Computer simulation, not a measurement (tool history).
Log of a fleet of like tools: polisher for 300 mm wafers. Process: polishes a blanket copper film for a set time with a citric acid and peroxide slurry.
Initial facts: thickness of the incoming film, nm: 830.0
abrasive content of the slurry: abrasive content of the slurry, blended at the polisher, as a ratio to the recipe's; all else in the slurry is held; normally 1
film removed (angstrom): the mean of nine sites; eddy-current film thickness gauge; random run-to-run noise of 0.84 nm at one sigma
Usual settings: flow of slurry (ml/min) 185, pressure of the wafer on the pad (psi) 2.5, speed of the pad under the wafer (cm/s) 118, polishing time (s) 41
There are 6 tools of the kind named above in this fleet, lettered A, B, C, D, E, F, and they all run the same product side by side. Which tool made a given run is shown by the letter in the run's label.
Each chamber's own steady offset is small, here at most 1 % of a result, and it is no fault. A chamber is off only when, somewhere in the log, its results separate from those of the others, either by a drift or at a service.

| run | hour | flow of slurry (ml/min) | pressure of the wafer on the pad (psi) | speed of the pad under the wafer (cm/s) | abrasive content of the slurry | polishing time (s) | film removed (angstrom) |
|---|---|---|---|---|---|---|---|
|  | 3.1 | chamber A: worn pad replaced by a new one |
|  | 6.3 | chamber F: slurry nozzle cleaned |
| 1E | 10.7 | 185 | 2.5 | 118 | 1 | 41 | 898.92 |
|  | 14.4 | chamber E: head pressure recalibrated |
| 2F | 19 | 185 | 2.5 | 118 | 1 | 41 | 881.79 |
|  | 26.2 | chamber E: slurry blender recalibrated |
| 3C | 26.5 | 185 | 2.5 | 118 | 1 | 41 | 908.03 |
| 4A | 36.6 | 185 | 2.5 | 118 | 1 | 41 | 905.66 |
|  | 37.7 | chamber F: slurry blender recalibrated |
| 5D | 49.2 | 185 | 2.5 | 118 | 1 | 41 | 892.48 |
|  | 49.6 | chamber D: worn pad replaced by a new one |
|  | 49.7 | chamber F: worn pad replaced by a new one |
|  | 51.9 | chamber C: slurry blender recalibrated |
|  | 53.4 | chamber E: worn pad replaced by a new one |
|  | 54.5 | chamber B: worn pad replaced by a new one |
| 6B | 63.8 | 185 | 2.5 | 118 | 1 | 41 | 910.78 |
|  | 70.6 | chamber C: worn pad replaced by a new one |
| 7B | 79.1 | 185 | 2.5 | 118 | 1 | 41 | 890.91 |
|  | 91.5 | chamber C: slurry nozzle cleaned |
| 8C | 94.5 | 185 | 2.5 | 118 | 1 | 41 | 900.43 |
| 9E | 109.7 | 185 | 2.5 | 118 | 1 | 41 | 899.35 |
|  | 111.4 | chamber A: worn pad replaced by a new one |
|  | 118.2 | chamber B: slurry blender recalibrated |
| 10A | 124.7 | 185 | 2.5 | 118 | 1 | 41 | 922.78 |
| 11F | 131.9 | 185 | 2.5 | 118 | 1 | 41 | 889.89 |
|  | 136.4 | chamber A: slurry blender recalibrated |
|  | 137.5 | chamber E: slurry blender recalibrated |
|  | 138.4 | chamber D: slurry blender recalibrated |
| 12D | 146.4 | 185 | 2.5 | 118 | 1.25 | 41 | 936.4 |
|  | 150.2 | chamber F: worn pad replaced by a new one |
|  | 150.8 | chamber B: worn pad replaced by a new one |
| 13B | 157 | 185 | 2.5 | 118 | 1.25 | 41 | 953.78 |
|  | 161.4 | chamber D: worn pad replaced by a new one |
|  | 163 | chamber F: slurry blender recalibrated |
|  | 164.6 | chamber E: worn pad replaced by a new one |
|  | 166.5 | chamber C: slurry blender recalibrated |
| 14E | 170.1 | 185 | 2.5 | 118 | 1.25 | 41 | 932.37 |
|  | 175.4 | chamber C: worn pad replaced by a new one |
| 15A | 183.7 | 185 | 2.5 | 118 | 1.25 | 41 | 940.84 |
|  | 185.2 | chamber D: head pressure recalibrated |
| 16C | 197.2 | 185 | 2.5 | 118 | 1.25 | 41 | 939.69 |
| 17F | 207.8 | 185 | 2.5 | 118 | 1.25 | 41 | 936.65 |
|  | 221.8 | chamber A: worn pad replaced by a new one |
| 18D | 222.3 | 185 | 2.5 | 118 | 1 | 41 | 883.94 |
|  | 225.1 | chamber B: slurry nozzle cleaned |
| 19B | 238.4 | 245 | 2.5 | 118 | 1 | 41 | 928.81 |
|  | 240 | chamber E: slurry blender recalibrated |
|  | 243.3 | chamber D: slurry nozzle cleaned |
|  | 247.6 | chamber D: worn pad replaced by a new one |
| 20A | 247.8 | 245 | 2.5 | 118 | 1 | 41 | 935.07 |
|  | 248.9 | chamber F: worn pad replaced by a new one |
| 21E | 260.5 | 245 | 2.5 | 118 | 1 | 41 | 938.03 |
| 22F | 269.9 | 245 | 2.5 | 118 | 1 | 41 | 928.46 |
|  | 272.3 | chamber C: slurry blender recalibrated |
|  | 273 | chamber E: worn pad replaced by a new one |
|  | 273.3 | chamber B: worn pad replaced by a new one |
|  | 275.9 | chamber F: slurry blender recalibrated |
| 23C | 280 | 245 | 2.5 | 118 | 1 | 41 | 936.3 |
|  | 282.6 | chamber F: head pressure recalibrated |
| 24D | 290.1 | 245 | 2.5 | 118 | 1 | 41 | 936.76 |
|  | 290.7 | chamber C: worn pad replaced by a new one |
| 25F | 300.5 | 185 | 2.5 | 118 | 1 | 41 | 821.68 |
|  | 306.6 | chamber D: slurry blender recalibrated |
| 26D | 312.5 | 185 | 2.5 | 118 | 1 | 41 | 913.82 |
|  | 313.8 | chamber B: slurry blender recalibrated |
|  | 314.4 | chamber A: head pressure recalibrated |
| 27E | 326.2 | 125 | 2.5 | 118 | 1 | 41 | 827.09 |
| 28B | 333.3 | 125 | 2.5 | 118 | 1 | 41 | 823.04 |
|  | 335.5 | chamber A: worn pad replaced by a new one |
| 29C | 342.2 | 125 | 2.5 | 118 | 1 | 41 | 837.46 |
|  | 343.8 | chamber F: worn pad replaced by a new one |
|  | 354.7 | chamber E: slurry blender recalibrated |
| 30A | 356.3 | 125 | 2.5 | 118 | 1 | 41 | 845.65 |
|  | 359.6 | chamber D: worn pad replaced by a new one |
|  | 365 | chamber E: worn pad replaced by a new one |
| 31D | 370.9 | 125 | 2.5 | 118 | 1 | 41 | 835.37 |
|  | 378.9 | chamber F: slurry blender recalibrated |
| 32F | 381.2 | 125 | 2.5 | 118 | 1 | 41 | 756.65 |
|  | 390.7 | chamber C: slurry blender recalibrated |
|  | 392 | chamber B: worn pad replaced by a new one |
| 33A | 394.1 | 185 | 2.5 | 118 | 1 | 41 | 881.29 |
| 34B | 401.7 | 185 | 2.5 | 118 | 1 | 41 | 887.38 |
|  | 406.8 | chamber C: worn pad replaced by a new one |
| 35E | 414.6 | 185 | 2.5 | 118 | 1 | 41 | 912.75 |
|  | 417.7 | chamber F: slurry nozzle cleaned |
| 36C | 426.8 | 185 | 2.5 | 118 | 1 | 41 | 922.7 |
|  | 438.3 | chamber F: worn pad replaced by a new one |
|  | 438.3 | chamber A: worn pad replaced by a new one |
| 37E | 440.6 | 185 | 2.5 | 118 | 1 | 41 | 904.78 |
| 38C | 453.7 | 185 | 2.5 | 118 | 1 | 41 | 888.38 |
|  | 455 | chamber D: worn pad replaced by a new one |
| 39D | 463.6 | 185 | 2.5 | 118 | 1 | 41 | 878.01 |
| 40B | 477.3 | 140 | 2.5 | 100 | 1 | 41 | 733.91 |
|  | 484.5 | chamber F: slurry blender recalibrated |
| 41F | 492.4 | 140 | 2.5 | 100 | 1 | 41 | 658.53 |
| 42A | 504.5 | 140 | 2.5 | 100 | 1 | 41 | 719.47 |

All chambers now run identical settings, listed one chamber a line with results as question marks. What results will each chamber show?
| 43A | 516.2 | 185 | 2.5 | 118 | 1 | 30 | ? |
| 43B | 516.2 | 185 | 2.5 | 118 | 1 | 30 | ? |
| 43C | 516.2 | 185 | 2.5 | 118 | 1 | 30 | ? |
| 43D | 516.2 | 185 | 2.5 | 118 | 1 | 30 | ? |
| 43E | 516.2 | 185 | 2.5 | 118 | 1 | 30 | ? |
| 43F | 516.2 | 185 | 2.5 | 118 | 1 | 30 | ? |

| run | film removed (angstrom) |
|---|---|
| 43A | 654.2 |
| 43B | 660.91 |
| 43C | 647.39 |
| 43D | 653.33 |
| 43E | 656.15 |
| 43F | 599.53 |
